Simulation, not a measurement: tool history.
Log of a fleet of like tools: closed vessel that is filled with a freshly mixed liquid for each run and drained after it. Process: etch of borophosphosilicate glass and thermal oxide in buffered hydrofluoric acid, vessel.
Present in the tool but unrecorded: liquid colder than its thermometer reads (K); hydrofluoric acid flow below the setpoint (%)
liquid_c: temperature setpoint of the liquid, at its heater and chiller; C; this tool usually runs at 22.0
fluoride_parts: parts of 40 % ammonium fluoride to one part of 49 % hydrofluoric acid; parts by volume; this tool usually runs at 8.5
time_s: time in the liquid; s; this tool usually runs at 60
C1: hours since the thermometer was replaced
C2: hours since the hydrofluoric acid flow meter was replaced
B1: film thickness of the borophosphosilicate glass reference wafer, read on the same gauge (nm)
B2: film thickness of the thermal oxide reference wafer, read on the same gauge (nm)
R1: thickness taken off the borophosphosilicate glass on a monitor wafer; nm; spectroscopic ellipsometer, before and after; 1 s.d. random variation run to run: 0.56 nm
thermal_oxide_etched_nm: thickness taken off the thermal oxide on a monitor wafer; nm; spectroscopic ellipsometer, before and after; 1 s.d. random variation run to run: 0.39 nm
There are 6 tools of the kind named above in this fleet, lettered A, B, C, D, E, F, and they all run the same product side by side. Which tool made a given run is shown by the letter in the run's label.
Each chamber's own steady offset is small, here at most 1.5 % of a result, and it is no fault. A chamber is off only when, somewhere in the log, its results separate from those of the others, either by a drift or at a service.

Run 1A, hour 3.9: usual settings; C1 1146.0; C2 30.1; B1 40.000; B2 100.000. Result: R1 85.815 nm, thermal_oxide_etched_nm 65.332 nm.
Run 2F, hour 6.7: usual settings; C1 1048.1; C2 597.2; B1 39.982; B2 100.010. Result: R1 86.035 nm, thermal_oxide_etched_nm 66.380 nm.
At hour 8.0: chamber A: thermometer replaced.
Run 3C, hour 11.7: usual settings; C1 244.4; C2 44.4; B1 39.992; B2 100.040. Result: R1 86.498 nm, thermal_oxide_etched_nm 66.681 nm.
Run 4B, hour 14.2: usual settings; C1 1858.9; C2 120.1; B1 39.989; B2 100.050. Result: R1 86.967 nm, thermal_oxide_etched_nm 66.127 nm.
Run 5D, hour 17.9: usual settings but fluoride_parts 10.0 parts by volume, time_s 50 s; C1 315.3; C2 410.0; B1 40.019; B2 100.010. Result: R1 62.467 nm, thermal_oxide_etched_nm 47.739 nm.
Run 6E, hour 22.4: usual settings but fluoride_parts 10.0 parts by volume, time_s 50 s; C1 766.6; C2 61.0; B1 40.006; B2 99.985. Result: R1 63.236 nm, thermal_oxide_etched_nm 48.308 nm.
Run 7F, hour 26.2: usual settings but fluoride_parts 10.0 parts by volume, time_s 50 s; C1 1067.6; C2 616.7; B1 39.985; B2 100.040. Result: R1 62.787 nm, thermal_oxide_etched_nm 48.838 nm.
Run 8D, hour 29.6: usual settings but fluoride_parts 10.0 parts by volume, time_s 50 s; C1 327.0; C2 421.7; B1 40.002; B2 99.980. Result: R1 62.637 nm, thermal_oxide_etched_nm 47.722 nm.
Run 9C, hour 34.8: usual settings but fluoride_parts 10.0 parts by volume, time_s 50 s; C1 267.5; C2 67.5; B1 40.000; B2 100.060. Result: R1 61.833 nm, thermal_oxide_etched_nm 48.591 nm.
Run 10B, hour 37.5: usual settings but fluoride_parts 10.0 parts by volume, time_s 50 s; C1 1882.2; C2 143.4; B1 40.003; B2 100.020. Result: R1 62.857 nm, thermal_oxide_etched_nm 48.209 nm.
Run 11E, hour 40.8: usual settings; C1 785.0; C2 79.4; B1 39.998; B2 100.010. Result: R1 86.772 nm, thermal_oxide_etched_nm 65.685 nm.
Run 12A, hour 45.9: usual settings but fluoride_parts 5.5 parts by volume; C1 37.9; C2 72.1; B1 40.010; B2 100.010. Result: R1 130.780 nm, thermal_oxide_etched_nm 100.820 nm.
Run 13D, hour 48.8: usual settings but fluoride_parts 5.5 parts by volume; C1 346.2; C2 440.9; B1 39.986; B2 99.976. Result: R1 131.590 nm, thermal_oxide_etched_nm 99.994 nm.
Run 14F, hour 52.1: usual settings but fluoride_parts 5.5 parts by volume; C1 1093.5; C2 642.6; B1 39.975; B2 100.030. Result: R1 131.590 nm, thermal_oxide_etched_nm 99.844 nm.
Run 15B, hour 55.0: usual settings but fluoride_parts 5.5 parts by volume; C1 1899.7; C2 160.9; B1 40.002; B2 100.000. Result: R1 133.350 nm, thermal_oxide_etched_nm 101.160 nm.
Run 16A, hour 57.3: usual settings but fluoride_parts 5.5 parts by volume; C1 49.3; C2 83.5; B1 40.008; B2 99.935. Result: R1 130.560 nm, thermal_oxide_etched_nm 101.130 nm.
Run 17C, hour 60.9: usual settings but fluoride_parts 5.5 parts by volume; C1 293.6; C2 93.6; B1 39.985; B2 99.938. Result: R1 129.040 nm, thermal_oxide_etched_nm 100.080 nm.
Run 18E, hour 63.6: usual settings; C1 807.8; C2 102.2; B1 39.989; B2 99.997. Result: R1 86.182 nm, thermal_oxide_etched_nm 65.967 nm.
Run 19D, hour 66.2: usual settings; C1 363.6; C2 458.3; B1 39.999; B2 100.010. Result: R1 86.204 nm, thermal_oxide_etched_nm 65.913 nm.
Run 20E, hour 68.6: usual settings; C1 812.8; C2 107.2; B1 39.997; B2 100.010. Result: R1 87.544 nm, thermal_oxide_etched_nm 66.277 nm.
Run 21F, hour 70.9: usual settings; C1 1112.3; C2 661.4; B1 40.019; B2 100.000. Result: R1 85.656 nm, thermal_oxide_etched_nm 66.002 nm.
Run 22A, hour 76.2: usual settings; C1 68.2; C2 102.4; B1 40.002; B2 99.996. Result: R1 84.695 nm, thermal_oxide_etched_nm 65.116 nm.
Run 23B, hour 79.6: usual settings; C1 1924.3; C2 185.5; B1 40.014; B2 99.936. Result: R1 86.058 nm, thermal_oxide_etched_nm 65.998 nm.
Run 24C, hour 84.7: usual settings; C1 317.4; C2 117.4; B1 39.995; B2 99.988. Result: R1 84.731 nm, thermal_oxide_etched_nm 66.094 nm.
Run 25D, hour 89.8: usual settings; C1 387.2; C2 481.9; B1 39.977; B2 100.000. Result: R1 86.079 nm, thermal_oxide_etched_nm 65.736 nm.
Run 26F, hour 94.4: usual settings; C1 1135.8; C2 684.9; B1 40.002; B2 100.010. Result: R1 86.540 nm, thermal_oxide_etched_nm 67.010 nm.
Run 27A, hour 99.2: usual settings; C1 91.2; C2 125.4; B1 40.007; B2 99.981. Result: R1 85.039 nm, thermal_oxide_etched_nm 66.047 nm.
Run 28E, hour 102.8: usual settings; C1 847.0; C2 141.4; B1 40.009; B2 100.020. Result: R1 85.870 nm, thermal_oxide_etched_nm 66.323 nm.
Run 29C, hour 105.1: usual settings; C1 337.8; C2 137.8; B1 40.018; B2 99.987. Result: R1 84.360 nm, thermal_oxide_etched_nm 65.976 nm.
Run 30B, hour 109.2: usual settings; C1 1953.9; C2 215.1; B1 40.015; B2 100.010. Result: R1 85.577 nm, thermal_oxide_etched_nm 65.984 nm.
Run 31D, hour 114.5: usual settings; C1 411.9; C2 506.6; B1 39.983; B2 99.978. Result: R1 84.932 nm, thermal_oxide_etched_nm 65.641 nm.
Run 32A, hour 119.2: usual settings; C1 111.2; C2 145.4; B1 39.997; B2 100.010. Result: R1 84.098 nm, thermal_oxide_etched_nm 66.238 nm.
Run 33C, hour 122.8: usual settings; C1 355.5; C2 155.5; B1 40.005; B2 99.992. Result: R1 85.144 nm, thermal_oxide_etched_nm 66.413 nm.
Run 34E, hour 126.5: usual settings but liquid_c 23.5 C, time_s 85 s; C1 870.7; C2 165.1; B1 40.008; B2 100.040. Result: R1 133.020 nm, thermal_oxide_etched_nm 100.330 nm.
Run 35F, hour 129.8: usual settings but liquid_c 23.5 C, time_s 85 s; C1 1171.2; C2 720.3; B1 39.989; B2 100.010. Result: R1 132.840 nm, thermal_oxide_etched_nm 102.710 nm.
Run 36B, hour 133.8: usual settings but liquid_c 23.5 C, time_s 85 s; C1 1978.5; C2 239.7; B1 40.019; B2 99.997. Result: R1 132.600 nm, thermal_oxide_etched_nm 101.260 nm.
Run 37A, hour 137.0: usual settings but liquid_c 23.5 C, time_s 85 s; C1 129.0; C2 163.2; B1 39.992; B2 100.010. Result: R1 130.770 nm, thermal_oxide_etched_nm 101.020 nm.
Run 38B, hour 141.7: usual settings but liquid_c 23.5 C, time_s 85 s; C1 1986.4; C2 247.6; B1 39.997; B2 99.974. Result: R1 131.110 nm, thermal_oxide_etched_nm 101.310 nm.

What goes on in this fleet: one chamber off, a drifting gauge, or nothing beyond the chambers' own small offsets? Name the chamber and the cause, if any.

No chamber stands off beyond its own small offset, and the gauge holds steady.

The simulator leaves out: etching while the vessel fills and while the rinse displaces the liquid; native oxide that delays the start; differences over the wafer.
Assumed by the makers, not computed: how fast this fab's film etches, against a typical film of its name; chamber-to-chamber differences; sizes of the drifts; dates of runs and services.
